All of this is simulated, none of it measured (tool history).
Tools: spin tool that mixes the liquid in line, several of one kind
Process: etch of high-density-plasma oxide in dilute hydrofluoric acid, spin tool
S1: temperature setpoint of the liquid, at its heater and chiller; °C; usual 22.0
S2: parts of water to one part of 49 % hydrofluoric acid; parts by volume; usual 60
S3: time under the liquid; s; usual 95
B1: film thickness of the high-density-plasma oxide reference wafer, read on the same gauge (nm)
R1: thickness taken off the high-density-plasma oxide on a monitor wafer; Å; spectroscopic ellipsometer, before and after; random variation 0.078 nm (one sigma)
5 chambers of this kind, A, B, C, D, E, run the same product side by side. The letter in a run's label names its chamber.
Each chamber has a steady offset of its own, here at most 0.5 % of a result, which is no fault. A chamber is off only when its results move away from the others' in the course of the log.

run 1E hour=4.5 | S1=22.0 S2=60 S3=95 | B1=130.00 | R1=82.026
run 2A hour=7.3 | S1=22.0 S2=60 S3=95 | B1=129.99 | R1=81.698
run 3D hour=12.3 | S1=22.0 S2=60 S3=95 | B1=130.02 | R1=82.274
run 4B hour=17.0 | S1=22.0 S2=60 S3=95 | B1=130.00 | R1=81.641
run 5C hour=21.5 | S1=22.0 S2=60 S3=95 | B1=130.00 | R1=81.162
run 6D hour=25.9 | S1=22.0 S2=60 S3=95 | B1=129.98 | R1=81.761
run 7C hour=32.0 | S1=22.0 S2=60 S3=95 | B1=130.03 | R1=81.181
run 8A hour=36.1 | S1=22.0 S2=60 S3=95 | B1=129.99 | R1=81.401
run 9B hour=40.2 | S1=22.0 S2=60 S3=95 | B1=130.00 | R1=83.292
run 10E hour=43.2 | S1=22.0 S2=60 S3=95 | B1=129.99 | R1=83.847
run 11A hour=46.2 | S1=22.0 S2=60 S3=95 | B1=129.99 | R1=82.810
-- hour=47.4 chamber B: hydrofluoric acid flow meter replaced
run 12B hour=52.2 | S1=22.0 S2=60 S3=95 | B1=130.00 | R1=80.022
run 13D hour=58.2 | S1=22.0 S2=60 S3=95 | B1=129.99 | R1=81.527
run 14E hour=64.2 | S1=22.0 S2=60 S3=95 | B1=130.00 | R1=83.161
run 15C hour=67.9 | S1=22.0 S2=60 S3=95 | B1=130.00 | R1=82.398
run 16A hour=74.1 | S1=18.5 S2=60 S3=135 | B1=130.00 | R1=100.280
run 17C hour=79.0 | S1=18.5 S2=60 S3=135 | B1=129.98 | R1=100.100
run 18E hour=82.2 | S1=18.5 S2=60 S3=135 | B1=130.04 | R1=101.730
run 19D hour=86.9 | S1=18.5 S2=60 S3=135 | B1=130.00 | R1=101.000
run 20B hour=90.3 | S1=18.5 S2=60 S3=135 | B1=130.01 | R1=101.150
run 21B hour=94.1 | S1=22.0 S2=60 S3=95 | B1=130.00 | R1=81.744
run 22C hour=97.6 | S1=22.0 S2=60 S3=95 | B1=130.02 | R1=81.577
run 23E hour=103.4 | S1=22.0 S2=60 S3=95 | B1=130.02 | R1=80.390
-- hour=106.0 chamber E: hydrofluoric acid flow meter replaced
run 24D hour=107.4 | S1=22.0 S2=60 S3=95 | B1=130.00 | R1=82.892
run 25A hour=113.4 | S1=22.0 S2=60 S3=95 | B1=130.02 | R1=81.175
run 26D hour=118.4 | S1=22.0 S2=60 S3=95 | B1=129.97 | R1=82.373
run 27B hour=124.4 | S1=22.0 S2=60 S3=95 | B1=130.00 | R1=81.368
run 28A hour=130.5 | S1=22.0 S2=60 S3=95 | B1=130.01 | R1=83.261
run 29E hour=135.8 | S1=22.0 S2=60 S3=95 | B1=130.02 | R1=77.600
run 30C hour=140.0 | S1=22.0 S2=60 S3=95 | B1=129.98 | R1=82.022
run 31D hour=143.1 | S1=22.0 S2=60 S3=95 | B1=129.99 | R1=80.854
run 32C hour=146.2 | S1=22.0 S2=60 S3=95 | B1=130.02 | R1=81.361
run 33A hour=151.5 | S1=22.0 S2=60 S3=95 | B1=130.01 | R1=81.945
run 34B hour=154.5 | S1=22.0 S2=60 S3=95 | B1=130.02 | R1=81.766
run 35E hour=158.6 | S1=22.0 S2=60 S3=95 | B1=130.00 | R1=75.309
run 36C hour=163.3 | S1=22.0 S2=60 S3=95 | B1=129.97 | R1=81.014
run 37A hour=169.6 | S1=22.0 S2=60 S3=95 | B1=130.00 | R1=82.724
run 38E hour=172.4 | S1=22.0 S2=60 S3=95 | B1=130.00 | R1=75.170
run 39B hour=175.7 | S1=22.0 S2=60 S3=95 | B1=130.00 | R1=81.783
run 40D hour=181.3 | S1=22.0 S2=60 S3=95 | B1=130.00 | R1=81.698
run 41C hour=187.1 | S1=22.0 S2=60 S3=95 | B1=130.00 | R1=81.920
run 42D hour=192.3 | S1=22.0 S2=60 S3=95 | B1=130.01 | R1=82.302
run 43B hour=197.1 | S1=22.0 S2=60 S3=95 | B1=130.02 | R1=80.037

Is one chamber off against the others, does the gauge drift, or is nothing wrong? If a chamber is off, say which, and what the likeliest cause is.

Chamber E drifts away from the others.
Cause: liquid colder than its thermometer reads (K) = 2.56.

Here are 4 candidates for chamber E's next run, each the usual settings with a change, their results left as question marks. Which one brings its results back in line with what the others give on the usual settings?
In line means no further than this from the other chambers' mean on the usual settings: R1 2.700 Å
run 44E-1 hour=201.6 | S1=22.0 S2=60 S3=90 | R1=?
run 44E-2 hour=201.6 | S1=19.5 S2=60 S3=95 | R1=?
run 44E-3 hour=201.6 | S1=22.0 S2=60 S3=100 | R1=?
run 44E-4 hour=201.6 | S1=22.0 S2=55 S3=95 | R1=?

The other chambers' mean on the usual settings: R1 81.651 Å
run=44E-1 R1=69.859
run=44E-2 R1=66.342
run=44E-3 R1=77.621
run=44E-4 R1=80.984
44E-4 brings the chamber back in line.
